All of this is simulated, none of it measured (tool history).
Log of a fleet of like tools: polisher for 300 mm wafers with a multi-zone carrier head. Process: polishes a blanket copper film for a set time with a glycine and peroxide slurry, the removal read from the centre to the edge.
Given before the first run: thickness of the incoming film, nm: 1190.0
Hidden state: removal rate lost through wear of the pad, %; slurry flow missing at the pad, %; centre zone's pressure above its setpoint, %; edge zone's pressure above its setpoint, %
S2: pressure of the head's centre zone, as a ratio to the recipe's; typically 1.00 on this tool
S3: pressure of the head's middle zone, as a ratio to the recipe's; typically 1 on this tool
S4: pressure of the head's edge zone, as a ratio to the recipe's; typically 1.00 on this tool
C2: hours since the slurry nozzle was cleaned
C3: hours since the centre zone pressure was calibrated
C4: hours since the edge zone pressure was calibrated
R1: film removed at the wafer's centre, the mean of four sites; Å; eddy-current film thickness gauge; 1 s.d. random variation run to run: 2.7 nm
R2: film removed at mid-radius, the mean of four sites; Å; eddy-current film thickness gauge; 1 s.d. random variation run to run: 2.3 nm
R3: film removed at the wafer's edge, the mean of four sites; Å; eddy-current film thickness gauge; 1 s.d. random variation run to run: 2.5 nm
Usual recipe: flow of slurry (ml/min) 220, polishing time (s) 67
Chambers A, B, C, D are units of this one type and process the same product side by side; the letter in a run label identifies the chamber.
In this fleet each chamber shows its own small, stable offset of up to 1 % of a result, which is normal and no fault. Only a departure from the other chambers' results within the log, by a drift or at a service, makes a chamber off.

-- hour=3.4 chamber D: worn pad replaced by a new one
-- hour=10.3 chamber B: worn pad replaced by a new one
run 1D hour=11.0 | flow_of_slurry_(ml/min)=220 S2=1.00 S3=1 S4=1.00 polishing_time_(s)=67 | wafers_polished_on_this_pad=78 C2=179.4 C3=719.1 C4=73.0 | R1=2048.6 R2=2045.0 R3=2077.3
run 2C hour=18.2 | flow_of_slurry_(ml/min)=220 S2=1.00 S3=1 S4=1.00 polishing_time_(s)=67 | wafers_polished_on_this_pad=574 C2=419.1 C3=522.1 C4=744.3 | R1=2056.0 R2=2041.9 R3=2048.3
run 3B hour=25.1 | flow_of_slurry_(ml/min)=220 S2=1.00 S3=1 S4=1.00 polishing_time_(s)=67 | wafers_polished_on_this_pad=152 C2=386.3 C3=200.7 C4=335.8 | R1=2097.1 R2=2058.7 R3=2069.1
run 4A hour=38.6 | flow_of_slurry_(ml/min)=220 S2=1.00 S3=1 S4=1.00 polishing_time_(s)=67 | wafers_polished_on_this_pad=1381 C2=300.7 C3=105.3 C4=184.6 | R1=2096.9 R2=2015.7 R3=2053.5
-- hour=41.5 chamber A: worn pad replaced by a new one
run 5A hour=51.1 | flow_of_slurry_(ml/min)=220 S2=1.00 S3=1 S4=1.00 polishing_time_(s)=67 | wafers_polished_on_this_pad=99 C2=313.2 C3=117.8 C4=197.1 | R1=2077.2 R2=2063.5 R3=2038.6
run 6D hour=63.6 | flow_of_slurry_(ml/min)=220 S2=1.00 S3=1 S4=1.00 polishing_time_(s)=67 | wafers_polished_on_this_pad=620 C2=232.0 C3=771.7 C4=125.6 | R1=2055.5 R2=2036.7 R3=2091.5
run 7C hour=71.5 | flow_of_slurry_(ml/min)=220 S2=1.00 S3=1 S4=1.00 polishing_time_(s)=67 | wafers_polished_on_this_pad=1122 C2=472.4 C3=575.4 C4=797.6 | R1=2025.8 R2=1998.7 R3=2050.9
-- hour=76.8 chamber B: worn pad replaced by a new one
run 8B hour=80.5 | flow_of_slurry_(ml/min)=220 S2=1.00 S3=1 S4=1.00 polishing_time_(s)=67 | wafers_polished_on_this_pad=38 C2=441.7 C3=256.1 C4=391.2 | R1=2078.8 R2=2086.6 R3=1994.1
-- hour=93.2 chamber C: worn pad replaced by a new one
run 9A hour=93.9 | flow_of_slurry_(ml/min)=220 S2=1.00 S3=1 S4=1.00 polishing_time_(s)=67 | wafers_polished_on_this_pad=539 C2=356.0 C3=160.6 C4=239.9 | R1=2076.8 R2=2073.2 R3=2063.5
run 10D hour=106.3 | flow_of_slurry_(ml/min)=220 S2=1.00 S3=1 S4=1.00 polishing_time_(s)=67 | wafers_polished_on_this_pad=1059 C2=274.7 C3=814.4 C4=168.3 | R1=2010.8 R2=2004.3 R3=2057.5
run 11B hour=119.8 | flow_of_slurry_(ml/min)=220 S2=1.00 S3=1 S4=1.00 polishing_time_(s)=67 | wafers_polished_on_this_pad=443 C2=481.0 C3=295.4 C4=430.5 | R1=2085.0 R2=2073.6 R3=2021.4
-- hour=126.2 chamber D: worn pad replaced by a new one
run 12C hour=127.3 | flow_of_slurry_(ml/min)=220 S2=1.00 S3=1 S4=1.00 polishing_time_(s)=67 | wafers_polished_on_this_pad=351 C2=528.2 C3=631.2 C4=853.4 | R1=2027.2 R2=2049.2 R3=2003.0
run 13B hour=140.1 | flow_of_slurry_(ml/min)=220 S2=1.00 S3=1 S4=1.00 polishing_time_(s)=67 | wafers_polished_on_this_pad=652 C2=501.3 C3=315.7 C4=450.8 | R1=2074.9 R2=2067.5 R3=2038.9
-- hour=150.2 chamber B: worn pad replaced by a new one
run 14D hour=152.1 | flow_of_slurry_(ml/min)=220 S2=0.92 S3=1 S4=1.00 polishing_time_(s)=55 | wafers_polished_on_this_pad=267 C2=320.5 C3=860.2 C4=214.1 | R1=1572.3 R2=1682.9 R3=1699.6
-- hour=156.5 chamber C: slurry nozzle cleaned
run 15A hour=164.1 | flow_of_slurry_(ml/min)=220 S2=0.92 S3=1 S4=1.00 polishing_time_(s)=55 | wafers_polished_on_this_pad=1262 C2=426.2 C3=230.8 C4=310.1 | R1=1514.9 R2=1689.7 R3=1711.3
-- hour=166.4 chamber A: worn pad replaced by a new one
run 16C hour=173.5 | flow_of_slurry_(ml/min)=220 S2=0.92 S3=1 S4=1.00 polishing_time_(s)=55 | wafers_polished_on_this_pad=826 C2=17.0 C3=677.4 C4=899.6 | R1=1530.5 R2=1698.0 R3=1671.0
run 17B hour=180.8 | flow_of_slurry_(ml/min)=220 S2=0.92 S3=1 S4=1.00 polishing_time_(s)=55 | wafers_polished_on_this_pad=315 C2=542.0 C3=356.4 C4=491.5 | R1=1544.8 R2=1689.6 R3=1670.4
run 18D hour=193.6 | flow_of_slurry_(ml/min)=220 S2=0.96 S3=1 S4=0.91 polishing_time_(s)=67 | wafers_polished_on_this_pad=694 C2=362.0 C3=901.7 C4=255.6 | R1=1966.8 R2=2054.1 R3=1966.6
run 19A hour=204.8 | flow_of_slurry_(ml/min)=220 S2=0.96 S3=1 S4=0.91 polishing_time_(s)=67 | wafers_polished_on_this_pad=396 C2=466.9 C3=271.5 C4=350.8 | R1=1992.0 R2=2079.2 R3=1980.4
run 20C hour=215.6 | flow_of_slurry_(ml/min)=220 S2=0.96 S3=1 S4=0.91 polishing_time_(s)=67 | wafers_polished_on_this_pad=1260 C2=59.1 C3=719.5 C4=941.7 | R1=1961.9 R2=2035.6 R3=1978.2
-- hour=218.3 chamber B: worn pad replaced by a new one
run 21C hour=221.7 | flow_of_slurry_(ml/min)=220 S2=0.96 S3=1 S4=0.91 polishing_time_(s)=67 | wafers_polished_on_this_pad=1322 C2=65.2 C3=725.6 C4=947.8 | R1=1955.9 R2=2043.8 R3=1997.6
run 22D hour=232.8 | flow_of_slurry_(ml/min)=220 S2=1.00 S3=1 S4=1.00 polishing_time_(s)=67 | wafers_polished_on_this_pad=1097 C2=401.2 C3=940.9 C4=294.8 | R1=2034.2 R2=2051.6 R3=2055.0
run 23B hour=241.1 | flow_of_slurry_(ml/min)=220 S2=1.00 S3=1 S4=1.00 polishing_time_(s)=67 | wafers_polished_on_this_pad=235 C2=602.3 C3=416.7 C4=551.8 | R1=2080.8 R2=2122.1 R3=2059.6
-- hour=247.5 chamber C: worn pad replaced by a new one
-- hour=247.8 chamber D: worn pad replaced by a new one
run 24A hour=248.0 | flow_of_slurry_(ml/min)=220 S2=1.00 S3=1 S4=1.00 polishing_time_(s)=67 | wafers_polished_on_this_pad=840 C2=510.1 C3=314.7 C4=394.0 | R1=2057.8 R2=2059.1 R3=2067.7
run 25D hour=255.7 | flow_of_slurry_(ml/min)=220 S2=1.00 S3=1 S4=1.00 polishing_time_(s)=67 | wafers_polished_on_this_pad=81 C2=424.1 C3=963.8 C4=317.7 | R1=2049.8 R2=2037.5 R3=2077.8
-- hour=264.1 chamber B: edge zone pressure recalibrated
run 26A hour=269.0 | flow_of_slurry_(ml/min)=220 S2=1.00 S3=1 S4=1.00 polishing_time_(s)=67 | wafers_polished_on_this_pad=1056 C2=531.1 C3=335.7 C4=415.0 | R1=2064.8 R2=2093.9 R3=2052.2
-- hour=271.4 chamber C: edge zone pressure recalibrated
-- hour=271.5 chamber C: centre zone pressure recalibrated
run 27B hour=282.8 | flow_of_slurry_(ml/min)=220 S2=1.00 S3=1 S4=1.00 polishing_time_(s)=67 | wafers_polished_on_this_pad=664 C2=644.0 C3=458.4 C4=18.8 | R1=2082.6 R2=2083.8 R3=2011.8
-- hour=282.9 chamber A: worn pad replaced by a new one
run 28C hour=294.8 | flow_of_slurry_(ml/min)=220 S2=1.00 S3=1 S4=1.00 polishing_time_(s)=67 | wafers_polished_on_this_pad=487 C2=138.3 C3=23.4 C4=23.5 | R1=2009.0 R2=2103.6 R3=1998.4
-- hour=298.9 chamber B: worn pad replaced by a new one
run 29B hour=306.6 | flow_of_slurry_(ml/min)=220 S2=1.00 S3=1 S4=1.00 polishing_time_(s)=67 | wafers_polished_on_this_pad=79 C2=667.8 C3=482.2 C4=42.6 | R1=2081.0 R2=2063.3 R3=2074.1
-- hour=317.4 chamber A: edge zone pressure recalibrated
run 30A hour=319.2 | flow_of_slurry_(ml/min)=220 S2=1.00 S3=1 S4=1.00 polishing_time_(s)=67 | wafers_polished_on_this_pad=373 C2=581.3 C3=385.9 C4=1.9 | R1=2087.6 R2=2077.4 R3=2039.5
run 31C hour=326.8 | flow_of_slurry_(ml/min)=220 S2=1.00 S3=1 S4=1.00 polishing_time_(s)=67 | wafers_polished_on_this_pad=817 C2=170.3 C3=55.4 C4=55.5 | R1=2004.5 R2=2013.3 R3=1997.6
run 32D hour=334.5 | flow_of_slurry_(ml/min)=220 S2=1.00 S3=1 S4=1.00 polishing_time_(s)=67 | wafers_polished_on_this_pad=892 C2=502.9 C3=1042.6 C4=396.5 | R1=2007.7 R2=2045.1 R3=2038.3
run 33C hour=346.1 | flow_of_slurry_(ml/min)=220 S2=1.00 S3=1 S4=1.00 polishing_time_(s)=67 | wafers_polished_on_this_pad=1015 C2=189.6 C3=74.7 C4=74.8 | R1=2056.6 R2=2016.1 R3=2044.5
-- hour=348.1 chamber D: worn pad replaced by a new one
run 34A hour=354.2 | flow_of_slurry_(ml/min)=220 S2=1.00 S3=1 S4=1.00 polishing_time_(s)=67 | wafers_polished_on_this_pad=733 C2=616.3 C3=420.9 C4=36.9 | R1=2049.6 R2=2081.3 R3=2067.0
run 35B hour=367.8 | flow_of_slurry_(ml/min)=220 S2=1.00 S3=1 S4=1.00 polishing_time_(s)=67 | wafers_polished_on_this_pad=709 C2=729.0 C3=543.4 C4=103.8 | R1=2014.7 R2=2037.3 R3=2011.6
run 36D hour=381.7 | flow_of_slurry_(ml/min)=220 S2=1.00 S3=1 S4=1.00 polishing_time_(s)=67 | wafers_polished_on_this_pad=346 C2=550.1 C3=1089.8 C4=443.7 | R1=2058.7 R2=2035.0 R3=2086.2

Predict what each chamber gives when all 4 of them run the settings below next.
run 37A hour=391.7 | flow_of_slurry_(ml/min)=220 S2=1.00 S3=1 S4=1.00 polishing_time_(s)=67 | R1=? R2=? R3=?
run 37B hour=391.7 | flow_of_slurry_(ml/min)=220 S2=1.00 S3=1 S4=1.00 polishing_time_(s)=67 | R1=? R2=? R3=?
run 37C hour=391.7 | flow_of_slurry_(ml/min)=220 S2=1.00 S3=1 S4=1.00 polishing_time_(s)=67 | R1=? R2=? R3=?
run 37D hour=391.7 | flow_of_slurry_(ml/min)=220 S2=1.00 S3=1 S4=1.00 polishing_time_(s)=67 | R1=? R2=? R3=?

run=37A R1=2079.9 R2=2102.0 R3=2086.9
run=37B R1=2042.3 R2=2070.2 R3=2006.5
run=37C R1=2029.0 R2=2060.5 R3=2055.5
run=37D R1=2071.6 R2=2024.7 R3=2091.6

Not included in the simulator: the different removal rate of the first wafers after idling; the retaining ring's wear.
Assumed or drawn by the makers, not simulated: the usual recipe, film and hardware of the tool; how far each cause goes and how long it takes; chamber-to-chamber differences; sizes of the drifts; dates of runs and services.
